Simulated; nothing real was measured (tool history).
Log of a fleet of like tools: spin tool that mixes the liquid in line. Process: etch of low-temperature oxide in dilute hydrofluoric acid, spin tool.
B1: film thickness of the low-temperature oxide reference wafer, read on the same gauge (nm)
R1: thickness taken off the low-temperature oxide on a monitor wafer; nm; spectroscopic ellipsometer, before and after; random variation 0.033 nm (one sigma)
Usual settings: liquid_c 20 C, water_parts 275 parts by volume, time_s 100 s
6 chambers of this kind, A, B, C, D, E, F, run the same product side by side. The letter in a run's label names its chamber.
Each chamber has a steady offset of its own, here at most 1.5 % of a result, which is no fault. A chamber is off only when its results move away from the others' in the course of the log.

{"run": "1C", "day": 0.138, "liquid_c": 20, "water_parts": 275, "time_s": 100, "B1": 49.999, "R1": 5.525}
{"day": 0.221, "done": "chamber E: hydrofluoric acid flow meter replaced"}
{"run": "2F", "day": 0.292, "liquid_c": 20, "water_parts": 275, "time_s": 100, "B1": 50.017, "R1": 5.5537}
{"run": "3A", "day": 0.471, "liquid_c": 20, "water_parts": 275, "time_s": 100, "B1": 49.975, "R1": 5.5397}
{"run": "4D", "day": 0.65, "liquid_c": 20, "water_parts": 275, "time_s": 100, "B1": 50.009, "R1": 5.508}
{"run": "5B", "day": 0.888, "liquid_c": 20, "water_parts": 275, "time_s": 100, "B1": 49.967, "R1": 5.5388}
{"run": "6E", "day": 1.0, "liquid_c": 20, "water_parts": 275, "time_s": 100, "B1": 49.978, "R1": 5.541}
{"run": "7F", "day": 1.142, "liquid_c": 20, "water_parts": 275, "time_s": 100, "B1": 50.006, "R1": 5.4685}
{"run": "8B", "day": 1.329, "liquid_c": 20, "water_parts": 275, "time_s": 100, "B1": 50.036, "R1": 5.5507}
{"run": "9A", "day": 1.546, "liquid_c": 17, "water_parts": 275, "time_s": 100, "B1": 50.005, "R1": 4.8874}
{"run": "10C", "day": 1.671, "liquid_c": 17, "water_parts": 275, "time_s": 100, "B1": 50.004, "R1": 4.9083}
{"run": "11D", "day": 1.775, "liquid_c": 17, "water_parts": 275, "time_s": 100, "B1": 49.993, "R1": 4.931}
{"run": "12E", "day": 1.888, "liquid_c": 17, "water_parts": 275, "time_s": 100, "B1": 50.021, "R1": 4.8872}
{"run": "13E", "day": 2.0, "liquid_c": 17, "water_parts": 275, "time_s": 100, "B1": 50.011, "R1": 4.9578}
{"run": "14A", "day": 2.2, "liquid_c": 17, "water_parts": 275, "time_s": 100, "B1": 49.987, "R1": 4.8969}
{"run": "15D", "day": 2.383, "liquid_c": 20, "water_parts": 275, "time_s": 100, "B1": 50.046, "R1": 5.4487}
{"run": "16B", "day": 2.55, "liquid_c": 20, "water_parts": 275, "time_s": 100, "B1": 50.019, "R1": 5.6823}
{"run": "17C", "day": 2.783, "liquid_c": 20, "water_parts": 275, "time_s": 100, "B1": 49.997, "R1": 5.4086}
{"run": "18F", "day": 2.979, "liquid_c": 20, "water_parts": 275, "time_s": 100, "B1": 50.039, "R1": 5.4882}
{"run": "19C", "day": 3.15, "liquid_c": 20, "water_parts": 275, "time_s": 100, "B1": 49.999, "R1": 5.4659}
{"day": 3.371, "done": "chamber A: hydrofluoric acid flow meter replaced"}
{"run": "20B", "day": 3.371, "liquid_c": 20, "water_parts": 275, "time_s": 100, "B1": 50.005, "R1": 5.6161}
{"run": "21D", "day": 3.525, "liquid_c": 20, "water_parts": 275, "time_s": 100, "B1": 50.017, "R1": 5.4286}
{"run": "22A", "day": 3.633, "liquid_c": 20, "water_parts": 275, "time_s": 100, "B1": 49.966, "R1": 5.4909}
{"run": "23F", "day": 3.8, "liquid_c": 20, "water_parts": 275, "time_s": 100, "B1": 49.989, "R1": 5.5085}
{"run": "24E", "day": 3.938, "liquid_c": 20, "water_parts": 275, "time_s": 100, "B1": 49.994, "R1": 5.4699}
{"run": "25E", "day": 4.138, "liquid_c": 20, "water_parts": 275, "time_s": 100, "B1": 49.985, "R1": 5.5475}
{"run": "26A", "day": 4.325, "liquid_c": 20, "water_parts": 320, "time_s": 100, "B1": 50.015, "R1": 4.5176}
{"run": "27D", "day": 4.467, "liquid_c": 20, "water_parts": 320, "time_s": 100, "B1": 49.994, "R1": 4.4931}
{"run": "28F", "day": 4.588, "liquid_c": 20, "water_parts": 320, "time_s": 100, "B1": 49.985, "R1": 4.5459}
{"run": "29B", "day": 4.779, "liquid_c": 20, "water_parts": 320, "time_s": 100, "B1": 49.993, "R1": 4.7404}
{"run": "30C", "day": 4.888, "liquid_c": 20, "water_parts": 320, "time_s": 100, "B1": 49.992, "R1": 4.4627}
{"run": "31F", "day": 5.004, "liquid_c": 20, "water_parts": 320, "time_s": 100, "B1": 50.001, "R1": 4.5228}
{"run": "32C", "day": 5.212, "liquid_c": 20, "water_parts": 275, "time_s": 70, "B1": 49.998, "R1": 3.845}
{"run": "33B", "day": 5.371, "liquid_c": 20, "water_parts": 275, "time_s": 70, "B1": 50.02, "R1": 4.0355}
{"run": "34E", "day": 5.529, "liquid_c": 20, "water_parts": 275, "time_s": 70, "B1": 49.987, "R1": 3.883}
{"run": "35A", "day": 5.65, "liquid_c": 20, "water_parts": 275, "time_s": 70, "B1": 49.991, "R1": 3.8339}
{"run": "36D", "day": 5.817, "liquid_c": 20, "water_parts": 275, "time_s": 70, "B1": 49.991, "R1": 3.8306}
{"run": "37E", "day": 6.046, "liquid_c": 20, "water_parts": 275, "time_s": 70, "B1": 49.999, "R1": 3.8794}
{"run": "38D", "day": 6.2, "liquid_c": 20, "water_parts": 275, "time_s": 100, "B1": 50.004, "R1": 5.4542}
{"run": "39A", "day": 6.317, "liquid_c": 22, "water_parts": 275, "time_s": 80, "B1": 49.96, "R1": 4.7329}

Next, every chamber runs the same settings. What will each give?
{"run": "40A", "day": 6.488, "liquid_c": 22.5, "water_parts": 275, "time_s": 100, "R1": "?"}
{"run": "40B", "day": 6.488, "liquid_c": 22.5, "water_parts": 275, "time_s": 100, "R1": "?"}
{"run": "40C", "day": 6.488, "liquid_c": 22.5, "water_parts": 275, "time_s": 100, "R1": "?"}
{"run": "40D", "day": 6.488, "liquid_c": 22.5, "water_parts": 275, "time_s": 100, "R1": "?"}
{"run": "40E", "day": 6.488, "liquid_c": 22.5, "water_parts": 275, "time_s": 100, "R1": "?"}
{"run": "40F", "day": 6.488, "liquid_c": 22.5, "water_parts": 275, "time_s": 100, "R1": "?"}

run=40A R1=5.9888
run=40B R1=6.3249
run=40C R1=5.9895
run=40D R1=5.9449
run=40E R1=6.0499
run=40F R1=6.0328
